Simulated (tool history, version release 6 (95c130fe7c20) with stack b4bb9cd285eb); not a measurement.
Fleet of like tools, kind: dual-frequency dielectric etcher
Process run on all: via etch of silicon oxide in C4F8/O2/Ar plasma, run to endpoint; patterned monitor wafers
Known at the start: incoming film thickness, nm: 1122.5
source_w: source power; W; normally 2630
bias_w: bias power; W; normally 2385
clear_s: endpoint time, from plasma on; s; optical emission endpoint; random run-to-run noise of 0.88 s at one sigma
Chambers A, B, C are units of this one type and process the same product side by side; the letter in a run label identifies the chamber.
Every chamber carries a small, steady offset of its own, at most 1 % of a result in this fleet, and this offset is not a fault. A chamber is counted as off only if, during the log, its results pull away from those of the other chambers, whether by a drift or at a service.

| run | day | source_w | bias_w | hours since the last wet clean | hours since the last source power generator calibration | hours since the last bias power generator calibration | clear_s |
|---|---|---|---|---|---|---|---|
| 1C | 0.271 | 2630 | 2385 | 331.9 | 2226.1 | 604.1 | 189.09 |
| 2B | 0.429 | 2630 | 2385 | 154.7 | 1216.2 | 2802.8 | 188.53 |
| 3A | 0.633 | 2630 | 2385 | 254.4 | 532.8 | 1213.7 | 191.72 |
| 4A | 0.842 | 2630 | 2385 | 259.4 | 537.8 | 1218.7 | 189.35 |
| 5C | 1.125 | 3200 | 2031 | 352.4 | 2246.6 | 624.6 | 182.69 |
| 6B | 1.304 | 3200 | 2031 | 175.7 | 1237.2 | 2823.8 | 183.12 |
| 7B | 1.550 | 3200 | 2031 | 181.6 | 1243.1 | 2829.7 | 183.60 |
| 8C | 1.838 | 2630 | 2385 | 369.5 | 2263.7 | 641.7 | 189.70 |
| 9A | 2.138 | 2630 | 2385 | 290.5 | 568.9 | 1249.8 | 190.52 |
| 10C | 2.450 | 2630 | 2385 | 384.2 | 2278.4 | 656.4 | 190.27 |
| 11B | 2.788 | 2630 | 2385 | 211.3 | 1272.8 | 2859.4 | 189.56 |
| 12A | 2.950 | 2630 | 2385 | 310.0 | 588.4 | 1269.3 | 189.37 |
| 13B | 3.254 | 2630 | 2385 | 222.5 | 1284.0 | 2870.6 | 188.51 |
|  | 3.288 | chamber C: wet clean of the chamber |
| 14A | 3.508 | 2630 | 2385 | 323.4 | 601.8 | 1282.7 | 190.23 |
| 15C | 3.833 | 2630 | 2385 | 13.1 | 2311.6 | 689.6 | 190.13 |
| 16C | 4.079 | 3150 | 1931 | 19.0 | 2317.5 | 695.5 | 187.48 |
| 17B | 4.271 | 3150 | 1931 | 246.9 | 1308.4 | 2895.0 | 188.20 |
| 18A | 4.562 | 3150 | 1931 | 348.7 | 627.1 | 1308.0 | 187.28 |
| 19B | 4.854 | 2630 | 2385 | 260.9 | 1322.4 | 2909.0 | 188.41 |
| 20C | 5.112 | 2630 | 2385 | 43.8 | 2342.3 | 720.3 | 188.06 |
| 21A | 5.325 | 2630 | 2385 | 367.0 | 645.4 | 1326.3 | 189.73 |
| 22A | 5.558 | 2630 | 2385 | 372.6 | 651.0 | 1331.9 | 187.81 |
| 23C | 5.817 | 3200 | 1889 | 60.7 | 2359.2 | 737.2 | 187.74 |
| 24B | 6.025 | 3200 | 1889 | 289.0 | 1350.5 | 2937.1 | 188.21 |
| 25C | 6.250 | 3200 | 1889 | 71.1 | 2369.6 | 747.6 | 187.70 |
| 26B | 6.488 | 2630 | 2385 | 300.1 | 1361.6 | 2948.2 | 190.12 |
| 27A | 6.812 | 2630 | 2385 | 402.7 | 681.1 | 1362.0 | 185.88 |
| 28B | 7.171 | 2630 | 2385 | 316.5 | 1378.0 | 2964.6 | 188.35 |
| 29C | 7.396 | 2630 | 2385 | 98.6 | 2397.1 | 775.1 | 187.82 |
| 30A | 7.696 | 2630 | 2385 | 423.9 | 702.3 | 1383.2 | 187.85 |
| 31C | 8.042 | 2630 | 2385 | 114.1 | 2412.6 | 790.6 | 189.35 |
| 32A | 8.292 | 2830 | 2385 | 438.2 | 716.6 | 1397.5 | 178.84 |
| 33B | 8.562 | 2830 | 2385 | 349.9 | 1411.4 | 2998.0 | 184.72 |
| 34A | 8.904 | 2830 | 2385 | 452.9 | 731.3 | 1412.2 | 180.01 |
| 35B | 9.075 | 2100 | 2385 | 362.2 | 1423.7 | 3010.3 | 206.11 |
| 36C | 9.288 | 2100 | 2385 | 144.0 | 2442.5 | 820.5 | 206.96 |
| 37A | 9.458 | 2100 | 2385 | 466.2 | 744.6 | 1425.5 | 202.10 |
| 38C | 9.812 | 2630 | 2385 | 156.6 | 2455.1 | 833.1 | 190.15 |
| 39B | 9.971 | 2630 | 2385 | 383.7 | 1445.2 | 3031.8 | 188.48 |
| 40A | 10.138 | 2630 | 2385 | 482.5 | 760.9 | 1441.8 | 182.64 |
| 41B | 10.317 | 2930 | 2385 | 392.0 | 1453.5 | 3040.1 | 180.26 |
| 42C | 10.588 | 2930 | 2385 | 175.2 | 2473.7 | 851.7 | 181.77 |

Decide between three cases: one chamber stands off from its peers, the gauge reading all wafers drifts, or nothing is wrong past each chamber's small offset. Where a chamber is off, say which and what most likely put it there.

One chamber, A, drifts off from the rest bit by bit.
Likeliest cause: etch rate over this chamber's usual, % = 5.

Below are 4 candidate recipes for chamber A's next run, each the usual settings with a change, their results shown as question marks. Which of them brings A's results back in line with what the other chambers give on the usual settings?
To be in line, a result may differ from the other chambers' mean on the usual settings by at most: clear_s 3.10 s
| 43A-1 | 10.850 | 2570 | 2346 |  |  |  | ? |
| 43A-2 | 10.850 | 2720 | 2385 |  |  |  | ? |
| 43A-3 | 10.850 | 2820 | 2507 |  |  |  | ? |
| 43A-4 | 10.850 | 2340 | 2385 |  |  |  | ? |

Average result of the remaining chambers running the usual settings: clear_s 189.46 s
| run | clear_s |
|---|---|
| 43A-1 | 183.75 |
| 43A-2 | 178.80 |
| 43A-3 | 173.74 |
| 43A-4 | 189.83 |
43A-4 brings the chamber back in line.
